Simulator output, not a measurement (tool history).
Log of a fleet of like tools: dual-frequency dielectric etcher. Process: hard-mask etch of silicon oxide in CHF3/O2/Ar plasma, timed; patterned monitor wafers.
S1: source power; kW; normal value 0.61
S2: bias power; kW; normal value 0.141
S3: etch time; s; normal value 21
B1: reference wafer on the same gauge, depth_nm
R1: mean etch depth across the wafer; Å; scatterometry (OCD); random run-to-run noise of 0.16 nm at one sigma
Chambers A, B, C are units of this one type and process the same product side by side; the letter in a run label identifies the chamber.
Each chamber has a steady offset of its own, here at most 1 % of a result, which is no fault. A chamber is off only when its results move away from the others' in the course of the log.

run 1B day=0.512 | S1=0.61 S2=0.141 S3=21 | B1=39.077 | R1=388.81
run 2A day=1.004 | S1=0.61 S2=0.141 S3=21 | B1=39.107 | R1=388.17
run 3C day=1.392 | S1=0.61 S2=0.141 S3=21 | B1=39.066 | R1=385.54
-- day=1.825 chamber B: wet clean of the chamber
run 4A day=2.021 | S1=0.61 S2=0.141 S3=21 | B1=39.067 | R1=386.02
run 5C day=2.529 | S1=0.75 S2=0.141 S3=21 | B1=39.11 | R1=418.55
run 6B day=3.042 | S1=0.75 S2=0.141 S3=21 | B1=39.074 | R1=422.69
run 7A day=3.329 | S1=0.75 S2=0.141 S3=21 | B1=39.113 | R1=421.61
run 8B day=3.667 | S1=0.61 S2=0.141 S3=21 | B1=39.078 | R1=387.54
run 9C day=4.167 | S1=0.61 S2=0.141 S3=21 | B1=39.091 | R1=383.46
-- day=4.288 chamber C: wet clean of the chamber
run 10B day=4.675 | S1=0.61 S2=0.141 S3=21 | B1=39.104 | R1=387.18
run 11C day=5.021 | S1=0.61 S2=0.141 S3=21 | B1=39.118 | R1=368.01
run 12A day=5.446 | S1=0.61 S2=0.141 S3=21 | B1=39.12 | R1=390.27
run 13B day=5.808 | S1=0.61 S2=0.141 S3=21 | B1=39.114 | R1=388.49
run 14A day=6.108 | S1=0.74 S2=0.141 S3=21 | B1=39.107 | R1=416.17
run 15C day=6.738 | S1=0.74 S2=0.141 S3=21 | B1=39.104 | R1=393.94
run 16B day=7.117 | S1=0.74 S2=0.141 S3=21 | B1=39.102 | R1=417.39
run 17C day=7.429 | S1=0.61 S2=0.141 S3=21 | B1=39.117 | R1=362.05
run 18A day=8.008 | S1=0.61 S2=0.141 S3=21 | B1=39.098 | R1=387.36
run 19B day=8.458 | S1=0.61 S2=0.141 S3=21 | B1=39.134 | R1=388.6
run 20A day=8.767 | S1=0.61 S2=0.141 S3=21 | B1=39.096 | R1=385.54
run 21C day=9.083 | S1=0.61 S2=0.141 S3=21 | B1=39.091 | R1=362.43
run 22A day=9.417 | S1=0.61 S2=0.141 S3=21 | B1=39.079 | R1=385.31
run 23C day=9.842 | S1=0.61 S2=0.141 S3=21 | B1=39.061 | R1=364.77
run 24B day=10.179 | S1=0.68 S2=0.141 S3=21 | B1=39.092 | R1=403.37
run 25C day=10.654 | S1=0.68 S2=0.141 S3=21 | B1=39.117 | R1=381.67
run 26A day=11.304 | S1=0.68 S2=0.141 S3=21 | B1=39.104 | R1=403.73
run 27B day=11.621 | S1=0.61 S2=0.141 S3=21 | B1=39.101 | R1=386.97
run 28B day=12.183 | S1=0.61 S2=0.141 S3=21 | B1=39.105 | R1=386.87
run 29A day=12.625 | S1=0.61 S2=0.141 S3=21 | B1=39.054 | R1=386.83
run 30C day=13.221 | S1=0.61 S2=0.141 S3=21 | B1=39.107 | R1=365.77
run 31A day=13.542 | S1=0.61 S2=0.108 S3=15.5 | B1=39.134 | R1=261.89
run 32C day=14.125 | S1=0.61 S2=0.108 S3=15.5 | B1=39.101 | R1=247.97

Is one chamber off against the others, does the gauge drift, or is nothing wrong? If a chamber is off, say which, and what the likeliest cause is.

A service left chamber C off against the others.
Most likely cause: etch rate under this chamber's usual, % = 5.05.

Below are 4 candidate recipes for chamber C's next run, each the usual settings with a change, their results shown as question marks. Which of them brings C's results back in line with what the other chambers give on the usual settings?
To be in line, a result may differ from the other chambers' mean on the usual settings by at most: R1 5.5 Å
run 33C-1 day=14.592 | S1=0.58 S2=0.135 S3=21 | R1=?
run 33C-2 day=14.592 | S1=0.66 S2=0.141 S3=21 | R1=?
run 33C-3 day=14.592 | S1=0.56 S2=0.13 S3=21 | R1=?
run 33C-4 day=14.592 | S1=0.62 S2=0.142 S3=22 | R1=?

Other chambers, usual settings, mean: R1 387.25 Å
run=33C-1 R1=352.77
run=33C-2 R1=376.07
run=33C-3 R1=343.83
run=33C-4 R1=385.45
With 33C-4, the chamber falls back in line with the rest.

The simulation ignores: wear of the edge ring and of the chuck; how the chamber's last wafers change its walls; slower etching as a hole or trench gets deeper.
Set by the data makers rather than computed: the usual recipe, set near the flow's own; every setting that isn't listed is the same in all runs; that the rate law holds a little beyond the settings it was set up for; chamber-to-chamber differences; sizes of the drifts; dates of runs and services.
